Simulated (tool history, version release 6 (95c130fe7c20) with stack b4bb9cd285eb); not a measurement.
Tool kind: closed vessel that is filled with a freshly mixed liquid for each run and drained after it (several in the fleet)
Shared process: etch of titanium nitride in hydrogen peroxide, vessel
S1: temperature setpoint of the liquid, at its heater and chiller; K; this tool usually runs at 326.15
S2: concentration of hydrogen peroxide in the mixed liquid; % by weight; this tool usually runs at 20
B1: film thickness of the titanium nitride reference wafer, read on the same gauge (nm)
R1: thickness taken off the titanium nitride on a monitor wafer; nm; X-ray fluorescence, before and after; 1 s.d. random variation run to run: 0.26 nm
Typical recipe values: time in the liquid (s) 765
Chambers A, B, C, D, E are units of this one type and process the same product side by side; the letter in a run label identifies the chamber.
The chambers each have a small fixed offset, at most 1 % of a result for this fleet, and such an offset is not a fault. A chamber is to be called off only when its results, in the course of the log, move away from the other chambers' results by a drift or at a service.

Run 1A, hour 9.1: usual settings; B1 60.024. Result: R1 56.642 nm.
Run 2D, hour 16.3: usual settings; B1 60.027. Result: R1 56.836 nm.
Run 3E, hour 23.9: usual settings; B1 60.055. Result: R1 56.208 nm.
Run 4B, hour 30.1: usual settings; B1 60.001. Result: R1 56.298 nm.
Run 5C, hour 41.1: usual settings; B1 60.018. Result: R1 56.959 nm.
Run 6A, hour 48.9: usual settings; B1 60.01. Result: R1 56.906 nm.
Run 7D, hour 54.5: usual settings; B1 59.998. Result: R1 57.344 nm.
Run 8B, hour 64.4: usual settings; B1 59.966. Result: R1 56.391 nm.
Run 9E, hour 74.7: usual settings; B1 60.002. Result: R1 55.812 nm.
At hour 80.2: chamber B: new drum of peroxide connected.
Run 10C, hour 81.9: usual settings; B1 59.99. Result: R1 56.599 nm.
Run 11D, hour 89.5: usual settings; B1 59.957. Result: R1 57.23 nm.
Run 12C, hour 99.8: usual settings; B1 59.975. Result: R1 56.748 nm.
Run 13E, hour 109.6: usual settings but S1 334.65 K, time in the liquid (s) 625; B1 60.066. Result: R1 81.986 nm.
Run 14B, hour 118.5: usual settings but S1 334.65 K, time in the liquid (s) 625; B1 59.996. Result: R1 83.04 nm.
Run 15A, hour 123.8: usual settings but S1 334.65 K, time in the liquid (s) 625; B1 59.997. Result: R1 83.961 nm.
Run 16C, hour 135.4: usual settings but S1 334.65 K, time in the liquid (s) 625; B1 60.034. Result: R1 83.681 nm.
Run 17E, hour 141.3: usual settings but S1 334.65 K, time in the liquid (s) 625; B1 59.967. Result: R1 82.351 nm.
Run 18B, hour 153.1: usual settings; B1 59.995. Result: R1 56.658 nm.
Run 19A, hour 164: usual settings; B1 60.011. Result: R1 56.109 nm.
Run 20D, hour 175.3: usual settings; B1 60.009. Result: R1 57.193 nm.
Run 21C, hour 183.8: usual settings but time in the liquid (s) 1125; B1 60.034. Result: R1 83.207 nm.
Run 22A, hour 192.6: usual settings but time in the liquid (s) 1125; B1 60.002. Result: R1 82.233 nm.
Run 23D, hour 197.8: usual settings but time in the liquid (s) 1125; B1 60.007. Result: R1 84.131 nm.
Run 24B, hour 205.9: usual settings but time in the liquid (s) 1125; B1 59.98. Result: R1 82.677 nm.
Run 25E, hour 212.2: usual settings but time in the liquid (s) 1125; B1 59.964. Result: R1 82.345 nm.
Run 26D, hour 218.8: usual settings; B1 60.002. Result: R1 56.567 nm.
Run 27B, hour 227.6: usual settings; B1 60.007. Result: R1 56.612 nm.
Run 28A, hour 236.9: usual settings; B1 60.009. Result: R1 55.848 nm.
Run 29E, hour 247.5: usual settings but S1 318.15 K, time in the liquid (s) 500; B1 59.977. Result: R1 20.736 nm.
Run 30C, hour 254.1: usual settings but S1 318.15 K, time in the liquid (s) 500; B1 60.021. Result: R1 20.816 nm.
Run 31B, hour 259.3: usual settings but S1 318.15 K, time in the liquid (s) 500; B1 60.012. Result: R1 20.822 nm.
Run 32D, hour 265.6: usual settings but S1 318.15 K, time in the liquid (s) 500; B1 60.024. Result: R1 20.826 nm.
Run 33A, hour 275.3: usual settings but S1 318.15 K, time in the liquid (s) 500; B1 60.008. Result: R1 20.136 nm.
Run 34C, hour 287: usual settings; B1 59.992. Result: R1 57.19 nm.
Run 35E, hour 296.6: usual settings; B1 60.011. Result: R1 56.105 nm.
Run 36C, hour 302.9: usual settings; B1 59.998. Result: R1 56.726 nm.
Run 37A, hour 309.9: usual settings; B1 60.031. Result: R1 55.199 nm.
Run 38B, hour 315.2: usual settings; B1 60.028. Result: R1 56.974 nm.
Run 39E, hour 321.9: usual settings; B1 60.021. Result: R1 56.389 nm.
Run 40D, hour 329.4: usual settings; B1 59.957. Result: R1 56.719 nm.
Run 41C, hour 335: usual settings; B1 59.926. Result: R1 56.859 nm.
Run 42D, hour 340.8: usual settings; B1 59.996. Result: R1 56.79 nm.
Run 43B, hour 347.8: usual settings; B1 59.992. Result: R1 56.529 nm.
Run 44E, hour 358.3: usual settings; B1 59.967. Result: R1 56.791 nm.

Read the log: is a single chamber off, either drifting away or since a service, is the gauge that measures every chamber drifting, or is nothing wrong beyond small per-chamber offsets? Name any odd chamber and what most likely caused it.

It is chamber A that slowly wanders off from its peers.
Cause: liquid colder than its thermometer reads (K) = 0.485.

Here are 4 candidates for chamber A's next run, each the usual settings with a change, their results left as question marks. Which one brings its results back in line with what the others give on the usual settings?
In line here means within this much of the mean the other chambers give on the usual settings: R1 0.91 nm
Run 45A-1, hour 366.9: usual settings but S1 325.65 K, time in the liquid (s) 740. Result: R1 ?.
Run 45A-2, hour 366.9: usual settings but S1 326.65 K. Result: R1 ?.
Run 45A-3, hour 366.9: usual settings but S1 325.65 K. Result: R1 ?.
Run 45A-4, hour 366.9: usual settings but time in the liquid (s) 820. Result: R1 ?.

What the other chambers average on the usual settings: R1 56.666 nm
  run      R1
45A-1  51.135
45A-2    56.8
45A-3  52.863
45A-4  58.718
The answer is 45A-2, which returns the chamber to within the allowed miss of the others.

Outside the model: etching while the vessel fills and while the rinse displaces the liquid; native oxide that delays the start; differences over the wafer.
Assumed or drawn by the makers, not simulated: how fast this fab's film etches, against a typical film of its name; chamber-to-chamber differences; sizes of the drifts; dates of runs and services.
